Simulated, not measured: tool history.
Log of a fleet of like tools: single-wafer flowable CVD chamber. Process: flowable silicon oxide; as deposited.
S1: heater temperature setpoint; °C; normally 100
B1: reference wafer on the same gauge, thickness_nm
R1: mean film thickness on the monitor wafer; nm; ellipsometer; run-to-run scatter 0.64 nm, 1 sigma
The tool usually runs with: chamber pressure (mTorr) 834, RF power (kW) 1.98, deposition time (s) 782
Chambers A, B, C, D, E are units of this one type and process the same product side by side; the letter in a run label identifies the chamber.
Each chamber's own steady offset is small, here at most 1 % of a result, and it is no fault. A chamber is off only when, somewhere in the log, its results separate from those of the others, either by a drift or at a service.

Run 1A, day 0.358: usual settings; B1 598.01. Result: R1 503.05 nm.
Run 2E, day 0.738: usual settings; B1 598.26. Result: R1 500.47 nm.
Run 3D, day 1.083: usual settings; B1 598.08. Result: R1 501.35 nm.
Run 4B, day 1.417: usual settings; B1 598.3. Result: R1 499.84 nm.
Run 5C, day 1.925: usual settings; B1 598.77. Result: R1 502.07 nm.
Run 6E, day 2.446: usual settings but chamber pressure (mTorr) 702, RF power (kW) 1.76; B1 598.71. Result: R1 387.24 nm.
Run 7A, day 2.717: usual settings but chamber pressure (mTorr) 702, RF power (kW) 1.76; B1 598.72. Result: R1 388.57 nm.
Run 8D, day 2.958: usual settings but chamber pressure (mTorr) 702, RF power (kW) 1.76; B1 598.69. Result: R1 386.62 nm.
Run 9C, day 3.325: usual settings but chamber pressure (mTorr) 702, RF power (kW) 1.76; B1 598.92. Result: R1 388.59 nm.
Run 10B, day 3.588: usual settings but chamber pressure (mTorr) 702, RF power (kW) 1.76; B1 599.06. Result: R1 387.31 nm.
Run 11B, day 3.854: usual settings; B1 598.83. Result: R1 500.22 nm.
Run 12D, day 4.125: usual settings; B1 599.04. Result: R1 503.74 nm.
Run 13A, day 4.408: usual settings; B1 599.11. Result: R1 504.74 nm.
Run 14C, day 4.892: usual settings; B1 599.22. Result: R1 503.47 nm.
Run 15E, day 5.175: usual settings; B1 599.33. Result: R1 500.08 nm.
Run 16E, day 5.442: usual settings; B1 599.12. Result: R1 501.1 nm.
Run 17B, day 5.888: usual settings; B1 599.53. Result: R1 501.62 nm.
Run 18A, day 6.283: usual settings; B1 599.66. Result: R1 505.95 nm.
Run 19D, day 6.512: usual settings; B1 599.72. Result: R1 504.4 nm.
Run 20C, day 6.738: usual settings; B1 599.72. Result: R1 504.33 nm.
Run 21A, day 7.146: usual settings; B1 599.76. Result: R1 505.34 nm.
At day 7.242: chamber A: capacitance manometer re-zeroed and calibrated.
Run 22D, day 7.512: usual settings; B1 599.98. Result: R1 503.9 nm.
Run 23E, day 7.75: usual settings; B1 600.01. Result: R1 500.95 nm.
Run 24B, day 8.225: usual settings; B1 600.14. Result: R1 502.56 nm.
Run 25C, day 8.546: usual settings; B1 600.29. Result: R1 504.19 nm.
Run 26C, day 8.996: usual settings but S1 108 °C; B1 600.43. Result: R1 384.97 nm.
Run 27E, day 9.283: usual settings but S1 108 °C; B1 600.47. Result: R1 384.37 nm.
Run 28B, day 9.608: usual settings but S1 108 °C; B1 600.59. Result: R1 384.87 nm.
At day 9.721: chamber E: thermocouple changed; heater temperature recalibrated.
At day 9.95: chamber E: RF generator calibrated.
Run 29D, day 10.104: usual settings but S1 108 °C; B1 600.67. Result: R1 385.74 nm.
Run 30A, day 10.425: usual settings but S1 108 °C; B1 600.91. Result: R1 388.52 nm.
Run 31E, day 10.729: usual settings; B1 600.88. Result: R1 502.63 nm.
Run 32D, day 11.104: usual settings; B1 600.97. Result: R1 503.54 nm.
Run 33A, day 11.562: usual settings but S1 86 °C; B1 600.92. Result: R1 789.88 nm.

Does one chamber stand apart from the rest, does the shared gauge drift, or is all well apart from small per-chamber offsets? Give the chamber and the most likely cause, where there is one.

No chamber is off; the gauge reading every chamber's wafers drifts, which makes the whole fleet appear to move together.
Most likely cause: gauge reads high (%) = 0.525.
